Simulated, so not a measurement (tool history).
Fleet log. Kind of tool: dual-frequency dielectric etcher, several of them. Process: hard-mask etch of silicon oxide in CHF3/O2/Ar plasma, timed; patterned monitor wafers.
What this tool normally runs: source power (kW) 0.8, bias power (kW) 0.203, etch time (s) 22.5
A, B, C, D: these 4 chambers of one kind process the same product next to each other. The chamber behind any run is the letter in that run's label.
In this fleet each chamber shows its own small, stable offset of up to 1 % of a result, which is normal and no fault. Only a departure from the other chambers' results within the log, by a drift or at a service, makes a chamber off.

run	hour	source power (kW)	bias power (kW)	etch time (s)	hours since the last wet clean	hours since the last source power generator calibration	hours since the last bias power generator calibration	read-back reference wafer on the same gauge, depth_nm	mean etch depth across the wafer (angstrom)
1B	7.3	0.8	0.203	22.5	134.1	1028.8	2479.8	47.893	518.95
2C	21	0.8	0.203	22.5	343.7	317.6	782.1	47.89	521.36
# hour 23.4: chamber B: bias power generator calibrated
3A	32.9	0.8	0.203	22.5	106.5	1669.4	709.8	47.853	517.37
4D	46.8	0.8	0.203	22.5	238.3	2325.5	82.6	47.881	519.44
5B	53.9	0.8	0.203	22.5	180.7	1075.4	30.5	47.855	520.13
# hour 62: chamber C: wet clean of the chamber
6C	65	0.8	0.203	22.5	3	361.6	826.1	47.839	515.38
7D	75.9	0.8	0.203	22.5	267.4	2354.6	111.7	47.843	514.26
8A	83.7	0.8	0.203	22.5	157.3	1720.2	760.6	47.929	512.02
9A	98	0.8	0.203	22.5	171.6	1734.5	774.9	47.924	513.32
10B	108.9	0.63	0.203	22.5	235.7	1130.4	85.5	47.864	474.85
11D	124.7	0.63	0.203	22.5	316.2	2403.4	160.5	47.899	474.02
12C	137.1	0.63	0.203	22.5	75.1	433.7	898.2	47.888	474.12
13D	146.3	0.63	0.203	22.5	337.8	2425	182.1	47.885	472.68
14A	160.9	0.8	0.203	22.5	234.5	1797.4	837.8	47.893	519.04
15C	170.6	0.8	0.247	26	108.6	467.2	931.7	47.905	643.61
16B	181.8	0.8	0.247	26	308.6	1203.3	158.4	47.963	633.61
17B	192.6	0.8	0.247	26	319.4	1214.1	169.2	47.849	642.82
18D	200.4	0.8	0.247	26	391.9	2479.1	236.2	47.9	637.59
# hour 211.2: chamber D: wet clean of the chamber
19C	212.2	0.8	0.203	22.5	150.2	508.8	973.3	47.8	518.16
20A	223.3	0.91	0.252	22.5	296.9	1859.8	900.2	47.998	586.18
21B	238.9	0.91	0.252	22.5	365.7	1260.4	215.5	47.862	585.63
22D	247.3	0.91	0.252	22.5	36.2	2526	283.1	47.914	591.37
23C	256.1	0.91	0.252	22.5	194.1	552.7	1017.2	47.932	583.95
24A	265.1	0.8	0.203	22.5	338.7	1901.6	942	47.923	510.06

Decide between three cases: one chamber stands off from its peers, the gauge reading all wafers drifts, or nothing is wrong past each chamber's small offset. Where a chamber is off, say which and what most likely put it there.

All chambers stay in line apart from their small fixed offsets, and the gauge does not drift.
